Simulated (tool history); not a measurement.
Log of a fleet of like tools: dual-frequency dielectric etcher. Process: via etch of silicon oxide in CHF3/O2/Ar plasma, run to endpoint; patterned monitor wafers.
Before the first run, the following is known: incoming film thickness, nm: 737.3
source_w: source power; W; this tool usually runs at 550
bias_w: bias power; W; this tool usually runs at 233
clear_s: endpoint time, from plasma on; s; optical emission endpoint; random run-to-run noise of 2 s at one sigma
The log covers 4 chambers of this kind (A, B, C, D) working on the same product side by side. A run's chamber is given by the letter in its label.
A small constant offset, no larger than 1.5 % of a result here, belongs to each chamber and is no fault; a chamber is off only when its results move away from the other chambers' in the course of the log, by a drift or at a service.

run	hour	source_w	bias_w	clear_s
1A	4.3	550	233	349.13
2C	9.9	550	233	345.93
3D	14.7	550	233	352.64
4B	24.1	550	233	353.05
5C	32.3	550	233	350.87
6D	36.6	550	233	347.94
7B	42.7	550	233	355.08
8A	52.1	550	274	333.43
9B	57.3	550	274	332.2
10C	65.4	550	274	331.76
11A	70.3	550	274	331.28
12D	75	550	233	352.41
13A	83.2	550	233	351.26
14D	89.7	550	233	350.86
15B	96.2	550	233	360.36
16C	104.7	550	233	351.08
17D	113.1	550	233	353.92
18B	118.4	660	193	358.66
# hour 124.7: chamber C: wet clean of the chamber
19A	125.8	660	193	350.19
20C	132.3	660	193	346.58
21D	136.8	660	193	349.24
22B	144.9	550	233	361.51
23A	154.2	440	212	394.62
24C	159.1	440	212	398.43
25D	166.4	440	212	396.43
26A	175.8	440	212	392.19

Is one chamber out of step, is the gauge drifting, or do the chambers differ by no more than their own small offsets? For an off chamber, give its letter and the likeliest cause.

One chamber, B, drifts off from the rest bit by bit.
Most likely cause: etch rate under this chamber's usual, % = 3.33.

Chamber B could run next with any of the 4 candidate recipes listed below; each alters the usual settings, and their results appear as question marks. Which one brings its results back in line with what the other chambers deliver on the usual settings?
In-line tolerance around the mean of the other chambers on the usual settings: clear_s 6.8 s
27B-1	183	520	221	?
27B-2	183	550	259	?
27B-3	183	550	281	?
27B-4	183	490	211	?

Usual-settings mean across the other chambers: clear_s 350.54 s
run	clear_s
27B-1	380.88
27B-2	352.18
27B-3	341.8
27B-4	396.01
Change 27B-2 lands the chamber within the allowed miss of the other chambers.
